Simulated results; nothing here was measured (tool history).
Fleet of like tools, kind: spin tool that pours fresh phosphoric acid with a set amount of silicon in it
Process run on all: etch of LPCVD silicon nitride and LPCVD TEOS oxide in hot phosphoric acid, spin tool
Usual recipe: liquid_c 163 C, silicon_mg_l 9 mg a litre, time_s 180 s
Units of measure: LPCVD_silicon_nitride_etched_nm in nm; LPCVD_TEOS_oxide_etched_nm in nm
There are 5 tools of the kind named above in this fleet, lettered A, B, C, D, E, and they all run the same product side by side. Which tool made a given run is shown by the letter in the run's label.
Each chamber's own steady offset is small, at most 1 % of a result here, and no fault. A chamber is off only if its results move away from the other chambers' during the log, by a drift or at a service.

run	hour	liquid_c	silicon_mg_l	time_s	hours since the thermometer was replaced	hours since the dissolved silicon flow meter was replaced	hours since the heated supply line was repaired	read-back film thickness of the LPCVD silicon nitride reference wafer, read on the same gauge (nm)	read-back film thickness of the LPCVD TEOS oxide reference wafer, read on the same gauge (nm)	LPCVD_silicon_nitride_etched_nm	LPCVD_TEOS_oxide_etched_nm
1A	11.1	163	9	180	177.6	298.5	1198.8	49.997	120.04	17.842	0.53607
2D	19.8	163	9	180	1420	1909.7	774.5	50.008	119.96	18.008	0.60932
3C	27.1	163	9	180	485	397.8	3238.5	49.983	120.02	18.087	0.5363
4E	35	163	9	180	230.2	1251.4	1745.1	50.023	119.96	17.764	0.52977
# hour 37.2: chamber C: dissolved silicon flow meter replaced
5B	44.7	163	9	180	688.5	110.9	1241.8	49.976	120	17.91	0.57702
6D	55.4	163	5.5	95	1455.6	1945.3	810.1	50.005	119.95	9.476	0.27247
7B	65.9	163	5.5	95	709.7	132.1	1263	49.979	119.97	9.4794	0.33166
8E	77.3	163	5.5	95	272.5	1293.7	1787.4	50.009	119.98	9.4665	0.34716
9C	88.7	163	5.5	95	546.6	51.6	3300.1	50.006	119.97	9.5866	0.35716
10A	99.5	163	5.5	95	266	386.9	1287.2	50.01	119.96	9.5152	0.33957
11C	106.4	163	9	180	564.3	69.3	3317.8	50.005	119.99	18.029	0.60889
12E	114.5	163	9	180	309.7	1330.9	1824.6	49.997	119.99	17.898	0.51723
# hour 118.4: chamber E: dissolved silicon flow meter replaced
13B	125.2	163	9	180	769	191.4	1322.3	50.005	119.99	18.385	0.64083
14A	133.3	163	9	180	299.8	420.7	1321	50.011	119.99	18.027	0.59992
15D	138.9	161	9	180	1539.1	2028.8	893.6	49.972	120.02	16.869	0.53926
16D	146.3	161	9	180	1546.5	2036.2	901	50.01	119.98	16.719	0.47084
17B	151.6	161	9	180	795.4	217.8	1348.7	49.997	120.02	17.159	0.57407
18E	161	161	9	180	356.2	42.7	1871.1	49.978	119.99	16.783	0.51874
19A	172	161	9	180	338.5	459.4	1359.7	50.004	120.05	16.796	0.52299
20C	177.5	163	9	180	635.4	140.4	3388.9	49.999	120.02	18.172	0.63934
21A	185.1	163	9	180	351.6	472.5	1372.8	49.999	119.97	17.952	0.65349
22B	194.3	163	9	180	838.1	260.5	1391.4	49.977	120	18.363	0.60162
23C	203.4	163	4.5	285	661.3	166.3	3414.8	50.001	120.03	28.465	0.9562
# hour 206.8: chamber D: heated supply line repaired
24E	212.9	163	4.5	285	408.1	94.6	1923	49.997	119.98	28.452	1.0435
25D	220.2	163	4.5	285	1620.4	2110.1	13.4	50.017	119.99	28.164	0.96976
26A	228.3	163	4.5	285	394.8	515.7	1416	49.997	119.96	28.37	1.0852
27D	235.7	163	4.5	285	1635.9	2125.6	28.9	49.997	120.02	28.454	0.92272
28E	244.8	163	9	180	440	126.5	1954.9	50.011	119.94	17.985	0.54287
29B	250.5	163	9	180	894.3	316.7	1447.6	50.021	119.99	18.907	0.65892
30C	261.2	163	9	180	719.1	224.1	3472.6	50.022	119.99	18.045	0.53886
31B	271.7	163	9	180	915.5	337.9	1468.8	50.02	119.95	18.868	0.7189
# hour 275.1: chamber D: dissolved silicon flow meter replaced
32E	279.1	163	9	180	474.3	160.8	1989.2	50	119.99	17.944	0.55681
33D	289.3	163	11.5	135	1689.5	14.2	82.5	50.001	120	13.521	0.37744

Read the log: is a single chamber off, either drifting away or since a service, is the gauge that measures every chamber drifting, or is nothing wrong beyond small per-chamber offsets? Name any odd chamber and what most likely caused it.

Little by little, chamber B moves away from the other chambers.
What lies behind it: liquid hotter than its thermometer reads (K) = 2.03.

Which of the 4 candidates below, each the usual settings with something changed and its results left as question marks, puts chamber B back in line with what the other chambers give on the usual settings?
In line means no further than this from the other chambers' mean on the usual settings: LPCVD_silicon_nitride_etched_nm 0.33 nm; LPCVD_TEOS_oxide_etched_nm 0.14 nm
34B-1	297.8	164	6.5	185						?	?
34B-2	297.8	162	11.5	175						?	?
34B-3	297.8	162.5	10	180						?	?
34B-4	297.8	163.5	8	180						?	?

What the other chambers average on the usual settings: LPCVD_silicon_nitride_etched_nm 17.962 nm; LPCVD_TEOS_oxide_etched_nm 0.58291 nm
run	LPCVD_silicon_nitride_etched_nm	LPCVD_TEOS_oxide_etched_nm
34B-1	20.193	0.79874
34B-2	17.888	0.58631
34B-3	18.705	0.64694
34B-4	19.329	0.72643
34B-2 brings the chamber back in line.

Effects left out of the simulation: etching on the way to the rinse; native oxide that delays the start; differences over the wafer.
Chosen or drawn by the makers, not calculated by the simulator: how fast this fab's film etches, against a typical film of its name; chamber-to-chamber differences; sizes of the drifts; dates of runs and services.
